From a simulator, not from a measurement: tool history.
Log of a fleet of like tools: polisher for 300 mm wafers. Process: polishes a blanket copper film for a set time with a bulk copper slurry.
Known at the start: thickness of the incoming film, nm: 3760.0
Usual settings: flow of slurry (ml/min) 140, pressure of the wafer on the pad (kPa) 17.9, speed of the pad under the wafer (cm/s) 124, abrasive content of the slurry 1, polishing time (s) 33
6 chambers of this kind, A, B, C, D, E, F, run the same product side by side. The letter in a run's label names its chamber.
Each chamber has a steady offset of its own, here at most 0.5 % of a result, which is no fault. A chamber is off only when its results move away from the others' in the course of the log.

run	hour	flow of slurry (ml/min)	pressure of the wafer on the pad (kPa)	speed of the pad under the wafer (cm/s)	abrasive content of the slurry	polishing time (s)	film removed (nm)
1B	12.1	140	17.9	124	1	33	332.43
2C	21.0	140	17.9	124	1	33	328.73
# hour 30.1: chamber A: worn pad replaced by a new one
3A	33.0	140	17.9	124	1	33	333.29
# hour 33.1: chamber D: slurry nozzle cleaned
# hour 39.4: chamber D: worn pad replaced by a new one
4D	44.3	140	17.9	124	1	33	334.41
5F	53.4	140	17.9	124	1	33	334.08
# hour 56.2: chamber F: worn pad replaced by a new one
# hour 62.2: chamber B: worn pad replaced by a new one
6E	62.5	140	17.9	124	1	33	330.33
# hour 66.4: chamber C: worn pad replaced by a new one
7F	73.5	140	17.9	124	1	33	331.56
# hour 84.3: chamber E: worn pad replaced by a new one
8A	87.2	140	17.9	124	1	33	326.42
# hour 88.2: chamber B: head pressure recalibrated
# hour 94.0: chamber A: head pressure recalibrated
# hour 94.7: chamber C: slurry blender recalibrated
9B	99.3	140	17.9	124	1	33	329.87
# hour 104.3: chamber A: worn pad replaced by a new one
# hour 109.2: chamber A: slurry nozzle cleaned
10C	114.0	140	17.9	124	1	33	323.30
# hour 119.3: chamber D: worn pad replaced by a new one
# hour 125.5: chamber F: worn pad replaced by a new one
11E	125.7	140	17.9	124	1	33	328.15
# hour 127.0: chamber B: worn pad replaced by a new one
# hour 135.2: chamber C: head pressure recalibrated
12D	135.3	140	17.9	124	1	33	332.10
# hour 136.4: chamber E: slurry blender recalibrated
# hour 147.4: chamber F: slurry blender recalibrated
13F	149.1	140	17.9	124	1	33	329.26
# hour 151.0: chamber C: worn pad replaced by a new one
14C	156.5	140	17.9	124	1	33	327.47
15E	164.1	140	17.9	124	1	33	324.59
# hour 164.4: chamber E: worn pad replaced by a new one
# hour 165.7: chamber B: slurry blender recalibrated
# hour 170.1: chamber E: slurry nozzle cleaned
# hour 174.8: chamber B: slurry nozzle cleaned
16A	175.7	140	17.9	124	1	33	326.44
# hour 185.3: chamber A: worn pad replaced by a new one
17D	186.3	140	17.9	124	1	33	333.22
# hour 194.0: chamber F: worn pad replaced by a new one
18B	196.5	140	17.9	124	1	33	333.86
# hour 198.0: chamber B: worn pad replaced by a new one
# hour 209.6: chamber D: worn pad replaced by a new one
19D	211.3	140	17.9	124	1	33	329.06
# hour 216.0: chamber C: worn pad replaced by a new one
20A	218.8	140	17.9	124	1	33	321.23
21B	228.9	140	17.9	124	1	33	330.56
# hour 238.8: chamber E: worn pad replaced by a new one
22E	239.4	140	17.9	124	1	33	326.25
23F	246.1	140	17.9	124	1	33	333.98
# hour 247.6: chamber F: slurry nozzle cleaned
24C	253.2	140	12.4	124	1	37	253.65
# hour 253.3: chamber D: slurry blender recalibrated
# hour 258.2: chamber F: head pressure recalibrated
25D	260.8	140	12.4	124	1	37	254.40
# hour 262.8: chamber A: worn pad replaced by a new one
# hour 268.5: chamber C: slurry nozzle cleaned
# hour 270.0: chamber F: worn pad replaced by a new one
26A	275.0	140	12.4	124	1	37	245.71
# hour 276.1: chamber B: worn pad replaced by a new one
# hour 276.4: chamber E: head pressure recalibrated
27F	286.1	140	12.4	124	1	37	255.82
# hour 288.3: chamber C: slurry blender recalibrated
# hour 298.5: chamber C: worn pad replaced by a new one
28E	300.4	140	12.4	124	1	37	255.07
# hour 306.6: chamber D: worn pad replaced by a new one
29B	309.1	140	12.4	124	1	37	255.54
30C	318.9	140	17.9	124	1	33	328.58
# hour 328.3: chamber E: worn pad replaced by a new one
31F	330.4	140	17.9	124	1	33	331.92
32E	340.3	140	17.9	124	1	33	330.08
# hour 344.3: chamber A: worn pad replaced by a new one
33C	350.2	140	17.9	124	1	33	327.19
# hour 353.5: chamber B: worn pad replaced by a new one
34D	363.0	140	17.9	124	1	33	330.00
# hour 368.9: chamber B: slurry blender recalibrated
35A	373.4	140	17.9	124	1	33	309.23
36B	380.8	140	17.9	124	1	33	328.83

Next, every chamber runs the same settings. What will each give?
37A	391.5	140	17.9	124	1	33	?
37B	391.5	140	17.9	124	1	33	?
37C	391.5	140	17.9	124	1	33	?
37D	391.5	140	17.9	124	1	33	?
37E	391.5	140	17.9	124	1	33	?
37F	391.5	140	17.9	124	1	33	?

run	film removed (nm)
37A	310.60
37B	330.66
37C	328.52
37D	334.64
37E	328.10
37F	331.89
